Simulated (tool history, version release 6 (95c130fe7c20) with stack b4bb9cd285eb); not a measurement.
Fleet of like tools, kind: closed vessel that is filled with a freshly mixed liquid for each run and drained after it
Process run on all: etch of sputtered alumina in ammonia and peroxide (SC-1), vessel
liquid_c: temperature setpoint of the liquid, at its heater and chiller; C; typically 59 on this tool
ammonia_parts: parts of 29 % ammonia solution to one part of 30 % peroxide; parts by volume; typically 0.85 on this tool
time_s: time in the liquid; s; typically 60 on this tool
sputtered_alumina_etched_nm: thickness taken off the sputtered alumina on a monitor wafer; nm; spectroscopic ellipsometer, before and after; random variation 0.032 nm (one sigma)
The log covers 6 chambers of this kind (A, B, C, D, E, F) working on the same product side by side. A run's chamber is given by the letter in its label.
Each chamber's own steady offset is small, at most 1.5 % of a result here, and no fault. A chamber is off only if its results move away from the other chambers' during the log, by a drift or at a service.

run	day	liquid_c	ammonia_parts	time_s	hours since the thermometer was replaced	hours since the ammonia flow meter was replaced	hours since the drum of ammonia solution was connected	read-back film thickness of the sputtered alumina reference wafer, read on the same gauge (nm)	sputtered_alumina_etched_nm
1C	0.142	59	0.85	60	569.2	134.7	1063.4	110.01	5.1458
# day 0.242: chamber A: new drum of ammonia solution connected
2F	0.329	59	0.85	60	510	980.9	383.1	109.99	5.1079
3E	0.429	59	0.85	60	676.4	1901.6	367.7	110	5.1238
# day 0.525: chamber F: ammonia flow meter replaced
4A	0.538	59	0.85	60	590.6	887.8	7.1	109.99	5.1197
5B	0.7	59	0.85	60	215	506.9	102.1	110.01	5.0807
6D	0.904	59	0.85	60	235.1	54.2	356.6	110.02	5.1027
7F	1	59	0.85	60	526.1	11.4	399.2	110.01	5.0781
8B	1.125	59	0.85	60	225.2	517.1	112.3	110	5.1219
9C	1.229	59	0.85	60	595.3	160.8	1089.5	110	5.1654
10A	1.429	59	0.85	60	612	909.2	28.5	109.99	5.119
11D	1.638	68	1.15	60	252.7	71.8	374.2	110.02	8.2192
12E	1.829	68	1.15	60	710	1935.2	401.3	110.01	8.4438
13A	2.017	68	1.15	60	626.1	923.3	42.6	109.99	8.2621
14F	2.171	68	1.15	60	554.2	39.5	427.3	110.03	8.1688
15D	2.388	68	1.15	60	270.7	89.8	392.2	110.02	8.3282
16B	2.546	68	1.15	60	259.3	551.2	146.4	110	8.3226
17C	2.75	65.5	0.85	50	631.8	197.3	1126	109.98	5.9739
18E	2.958	65.5	0.85	50	737.1	1962.3	428.4	110.02	6.0578
19B	3.158	65.5	0.85	50	274	565.9	161.1	110.03	5.9069
20A	3.275	65.5	0.85	50	656.3	953.5	72.8	110	5.8903
# day 3.308: chamber C: new drum of ammonia solution connected
# day 3.379: chamber E: new drum of ammonia solution connected
21D	3.408	65.5	0.85	50	295.2	114.3	416.7	109.99	5.8858
22C	3.517	65.5	0.85	50	650.2	215.7	5	109.99	6.019
23E	3.629	59	0.85	60	753.2	1978.4	6.1	109.99	5.2589
24F	3.733	59	0.85	60	591.7	77	464.8	110.02	5.0233
25D	3.833	59	0.85	60	305.4	124.5	426.9	110.01	5.1055
26A	4	59	0.85	60	673.7	970.9	90.2	110	5.1153
27F	4.138	59	0.85	60	601.4	86.7	474.5	110	5.1351
28E	4.338	59	0.85	60	770.2	1995.4	23.1	110.01	5.3249
29C	4.542	59	0.85	60	674.8	240.3	29.6	110.02	5.2008
30B	4.667	59	0.85	60	310.2	602.1	197.3	110	5.1206
31B	4.775	59	0.85	60	312.8	604.7	199.9	109.99	5.0837
32C	4.875	59	0.85	60	682.8	248.3	37.6	110.01	5.1476
33E	5.05	59	0.85	60	787.3	2012.5	40.2	110.01	5.2934
34A	5.225	59	0.85	60	703.1	1000.3	119.6	109.98	5.0721
35F	5.421	54	1	60	632.2	117.5	505.3	110	3.9321
36D	5.638	54	1	60	348.7	167.8	470.2	110.01	3.9805

Next, all 6 chambers run the settings below, one line each with question marks for the results. What does each chamber give?
37A	5.796	59	0.85	60					?
37B	5.796	59	0.85	60					?
37C	5.796	59	0.85	60					?
37D	5.796	59	0.85	60					?
37E	5.796	59	0.85	60					?
37F	5.796	59	0.85	60					?

run	sputtered_alumina_etched_nm
37A	5.0862
37B	5.0931
37C	5.1238
37D	5.1526
37E	5.3979
37F	5.0634

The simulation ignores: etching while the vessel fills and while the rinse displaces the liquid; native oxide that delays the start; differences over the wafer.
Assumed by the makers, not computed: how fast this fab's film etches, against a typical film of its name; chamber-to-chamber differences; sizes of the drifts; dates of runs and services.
